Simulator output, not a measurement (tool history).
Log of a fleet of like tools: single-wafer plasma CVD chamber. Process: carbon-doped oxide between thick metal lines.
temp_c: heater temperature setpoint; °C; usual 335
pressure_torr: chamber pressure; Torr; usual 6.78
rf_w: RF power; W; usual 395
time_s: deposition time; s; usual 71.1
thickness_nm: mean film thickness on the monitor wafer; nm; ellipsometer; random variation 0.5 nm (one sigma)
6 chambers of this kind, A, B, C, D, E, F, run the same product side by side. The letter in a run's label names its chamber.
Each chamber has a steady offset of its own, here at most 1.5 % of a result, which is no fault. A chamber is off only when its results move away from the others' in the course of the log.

run     day  temp_c  pressure_torr  rf_w  time_s  read-back reference wafer on the same gauge, thickness_nm  thickness_nm
 1E   0.254     335           6.78   395    71.1                                                     377.07         334.2
 2F   0.521     335           6.78   395    71.1                                                      377.1        333.61
 3C   0.792     335           6.78   395    71.1                                                     377.29        326.48
 4B   1.092     335           6.78   395    71.1                                                     377.27        330.37
 5A   1.317     335           6.78   395    71.1                                                     377.19        332.85
 6D   1.538     335           6.78   395    71.1                                                     377.28        328.63
 7D   1.821     335           6.78   395    71.1                                                     377.42        327.72
 8B   2.092     335           6.78   395    71.1                                                     377.45        330.93
 9A   2.425     335           6.78   395    71.1                                                     377.48        332.32
10E   2.742     340           5.24   395    71.1                                                     377.51        319.07
11F   2.942     340           5.24   395    71.1                                                     377.47        319.63
      3.071  -- chamber B: thermocouple changed; heater temperature recalibrated
12C   3.158     340           5.24   395    71.1                                                     377.54        312.64
13C   3.475     340           5.24   395    71.1                                                      377.8        312.54
14F   3.833     340           5.24   395    71.1                                                     377.66         319.7
15D   4.175     340           5.24   395    71.1                                                     377.81        314.62
16A   4.433     335           6.78   395    71.1                                                     377.85        332.72
17B   4.808     335           6.78   395    71.1                                                     378.06        331.53
18E   5.171     335           6.78   395    78.9                                                     377.85         371.9
19D    5.55     335           6.78   395    78.9                                                     377.89         362.8
20E   5.908     335           6.78   395    78.9                                                     378.15        370.94
21B   6.154     335           6.78   395    78.9                                                     378.13        367.57
22A   6.517     335           6.78   395    78.9                                                     378.19        370.16
23F   6.721     335           6.78   395    78.9                                                     378.29        369.97
24C   6.971     335           6.78   395    71.1                                                     378.34        328.49
25B   7.179     335           6.78   395    71.1                                                     378.35         331.2
26A   7.546     335           6.78   395    71.1                                                     378.43        333.22
27F   7.746     335           6.78   395    71.1                                                     378.41        334.56
28C   8.038     335           6.78   395    71.1                                                     378.46        328.19
29D     8.4     335           6.78   395    71.1                                                     378.59        329.21
30E   8.633     335           6.78   395    71.1                                                     378.51        335.46
31C   8.854     335           6.78   395    71.1                                                     378.61        327.54
      8.979  -- chamber A: RF generator calibrated
32D     9.2     335           6.78   395    71.1                                                     378.76        328.43
33E   9.512     330           6.78   365    71.1                                                     378.83        320.85
34B   9.738     330           6.78   365    71.1                                                     378.88        317.45
35A   9.992     330           6.78   365    71.1                                                     378.98        320.06
36F  10.217     330           6.78   365    71.1                                                     379.07        322.19
37D  10.475     330           6.78   365    71.1                                                        379        314.38
38F  10.808     330           6.78   365    71.1                                                     379.02        321.06
39E      11     335           6.78   395    71.1                                                     379.09        335.89
40A  11.246     335           6.78   395    71.1                                                     379.24        333.31
41B  11.604     335           6.78   395    71.1                                                     379.14        330.96
42C  11.938     335           6.78   395    71.1                                                     379.29        329.35
43F  12.133     335           6.78   395    71.1                                                     379.29         336.3

Next, every chamber runs the same settings. What will each give?
44A  12.408     349           6.78   395    71.1                                                                        ?
44B  12.408     349           6.78   395    71.1                                                                        ?
44C  12.408     349           6.78   395    71.1                                                                        ?
44D  12.408     349           6.78   395    71.1                                                                        ?
44E  12.408     349           6.78   395    71.1                                                                        ?
44F  12.408     349           6.78   395    71.1                                                                        ?

run  thickness_nm
44A        322.28
44B        320.14
44C        316.22
44D           316
44E        322.95
44F        322.25

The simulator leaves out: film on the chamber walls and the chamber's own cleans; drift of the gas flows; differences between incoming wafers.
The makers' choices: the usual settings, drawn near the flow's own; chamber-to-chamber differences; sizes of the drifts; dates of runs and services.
